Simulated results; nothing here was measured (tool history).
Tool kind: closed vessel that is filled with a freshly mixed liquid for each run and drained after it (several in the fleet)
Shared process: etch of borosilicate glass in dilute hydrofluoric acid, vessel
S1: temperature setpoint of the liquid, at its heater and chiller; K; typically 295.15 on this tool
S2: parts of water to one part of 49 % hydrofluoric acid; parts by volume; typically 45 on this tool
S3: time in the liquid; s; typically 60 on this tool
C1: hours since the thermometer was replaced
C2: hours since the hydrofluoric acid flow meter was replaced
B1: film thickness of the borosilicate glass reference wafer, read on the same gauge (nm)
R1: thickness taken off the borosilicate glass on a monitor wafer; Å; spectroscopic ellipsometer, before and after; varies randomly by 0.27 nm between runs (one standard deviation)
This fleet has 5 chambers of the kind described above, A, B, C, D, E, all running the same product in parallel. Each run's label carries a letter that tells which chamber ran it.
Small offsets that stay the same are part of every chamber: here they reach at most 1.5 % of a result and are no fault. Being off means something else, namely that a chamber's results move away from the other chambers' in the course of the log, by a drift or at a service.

run 1E hour=3.8 | S1=295.15 S2=45 S3=60 | C1=1339.6 C2=491.4 | B1=49.998 | R1=370.57
run 2C hour=6.7 | S1=295.15 S2=45 S3=60 | C1=144.3 C2=864.1 | B1=50.025 | R1=375.14
run 3D hour=12.8 | S1=295.15 S2=45 S3=60 | C1=1764 C2=769.7 | B1=50.011 | R1=368.96
run 4B hour=19.1 | S1=295.15 S2=45 S3=60 | C1=397.3 C2=2449.2 | B1=50 | R1=371.11
run 5A hour=23.6 | S1=295.15 S2=30 S3=30 | C1=1595.6 C2=1395.7 | B1=49.99 | R1=285.4
run 6A hour=29.3 | S1=295.15 S2=30 S3=30 | C1=1601.3 C2=1401.4 | B1=49.999 | R1=290.41
run 7E hour=35.5 | S1=295.15 S2=30 S3=30 | C1=1371.3 C2=523.1 | B1=49.996 | R1=284.7
run 8B hour=41.1 | S1=295.15 S2=30 S3=30 | C1=419.3 C2=2471.2 | B1=50.012 | R1=286.45
run 9C hour=47 | S1=295.15 S2=30 S3=30 | C1=184.6 C2=904.4 | B1=50.029 | R1=285.65
run 10D hour=52.8 | S1=295.15 S2=45 S3=60 | C1=1804 C2=809.7 | B1=50.005 | R1=370.77
run 11C hour=56 | S1=295.15 S2=45 S3=60 | C1=193.6 C2=913.4 | B1=49.984 | R1=375.04
run 12E hour=59.6 | S1=295.15 S2=45 S3=60 | C1=1395.4 C2=547.2 | B1=50.018 | R1=365.46
run 13B hour=63.1 | S1=295.15 S2=45 S3=60 | C1=441.3 C2=2493.2 | B1=49.961 | R1=373.38
run 14D hour=68.5 | S1=295.15 S2=45 S3=60 | C1=1819.7 C2=825.4 | B1=49.946 | R1=372.81
run 15A hour=74.4 | S1=295.15 S2=45 S3=60 | C1=1646.4 C2=1446.5 | B1=50.028 | R1=371.99
run 16C hour=79.4 | S1=295.15 S2=45 S3=60 | C1=217 C2=936.8 | B1=49.982 | R1=374.4
run 17E hour=83 | S1=293.15 S2=30 S3=60 | C1=1418.8 C2=570.6 | B1=49.972 | R1=508.55
run 18D hour=86.4 | S1=293.15 S2=30 S3=60 | C1=1837.6 C2=843.3 | B1=49.976 | R1=520.02
run 19A hour=89.5 | S1=293.15 S2=30 S3=60 | C1=1661.5 C2=1461.6 | B1=49.993 | R1=530.8
run 20B hour=92.5 | S1=293.15 S2=30 S3=60 | C1=470.7 C2=2522.6 | B1=50.017 | R1=521.95
run 21E hour=96.8 | S1=293.15 S2=30 S3=60 | C1=1432.6 C2=584.4 | B1=49.964 | R1=503.61
run 22B hour=101.6 | S1=295.15 S2=45 S3=60 | C1=479.8 C2=2531.7 | B1=50.009 | R1=375.88
run 23C hour=107.5 | S1=295.15 S2=45 S3=60 | C1=245.1 C2=964.9 | B1=49.98 | R1=373.73
run 24A hour=113.6 | S1=295.15 S2=45 S3=60 | C1=1685.6 C2=1485.7 | B1=49.987 | R1=374.98
run 25D hour=119.1 | S1=295.15 S2=45 S3=60 | C1=1870.3 C2=876 | B1=49.994 | R1=373.33
-- hour=120.3 chamber B: thermometer replaced
run 26C hour=125.4 | S1=295.15 S2=45 S3=60 | C1=263 C2=982.8 | B1=49.991 | R1=374.96
run 27A hour=129.2 | S1=295.15 S2=45 S3=60 | C1=1701.2 C2=1501.3 | B1=49.995 | R1=370.87
run 28D hour=133.4 | S1=297.65 S2=55 S3=60 | C1=1884.6 C2=890.3 | B1=49.977 | R1=332.49
-- hour=135.7 chamber A: hydrofluoric acid flow meter replaced
run 29B hour=140 | S1=297.65 S2=55 S3=60 | C1=19.7 C2=2570.1 | B1=49.988 | R1=332.48
run 30E hour=146.2 | S1=297.65 S2=55 S3=60 | C1=1482 C2=633.8 | B1=50.031 | R1=312.65
run 31B hour=150.4 | S1=297.65 S2=55 S3=60 | C1=30.1 C2=2580.5 | B1=49.956 | R1=336.15
run 32E hour=154.5 | S1=297.65 S2=55 S3=60 | C1=1490.3 C2=642.1 | B1=49.985 | R1=312.02
run 33D hour=157.4 | S1=295.15 S2=45 S3=60 | C1=1908.6 C2=914.3 | B1=49.99 | R1=370.97
run 34A hour=162.9 | S1=295.15 S2=45 S3=60 | C1=1734.9 C2=27.2 | B1=49.982 | R1=373.25
run 35C hour=168.4 | S1=295.15 S2=45 S3=60 | C1=306 C2=1025.8 | B1=49.998 | R1=370.75
run 36D hour=173.9 | S1=295.15 S2=45 S3=60 | C1=1925.1 C2=930.8 | B1=49.979 | R1=368.79

Is one chamber off against the others, does the gauge drift, or is nothing wrong? If a chamber is off, say which, and what the likeliest cause is.

One chamber, E, drifts off from the rest bit by bit.
Likeliest cause: hydrofluoric acid flow below the setpoint (%) = 8.25.
From this log alone, it may not be told apart from: liquid colder than its thermometer reads (K).

Here are 4 candidates for chamber E's next run, each the usual settings with a change, their results left as question marks. Which one brings its results back in line with what the others give on the usual settings?
In line means no further than this from the other chambers' mean on the usual settings: R1 9.6 Å
run 37E-1 hour=178.7 | S1=292.65 S2=45 S3=60 | R1=?
run 37E-2 hour=178.7 | S1=291.65 S2=45 S3=60 | R1=?
run 37E-3 hour=178.7 | S1=295.65 S2=45 S3=65 | R1=?
run 37E-4 hour=178.7 | S1=295.15 S2=45 S3=70 | R1=?

Average result of the remaining chambers running the usual settings: R1 373.5 Å
run=37E-1 R1=305.18
run=37E-2 R1=292.5
run=37E-3 R1=374.42
run=37E-4 R1=395.05
The right change is 37E-3: it brings the chamber back within the allowed miss of the others.
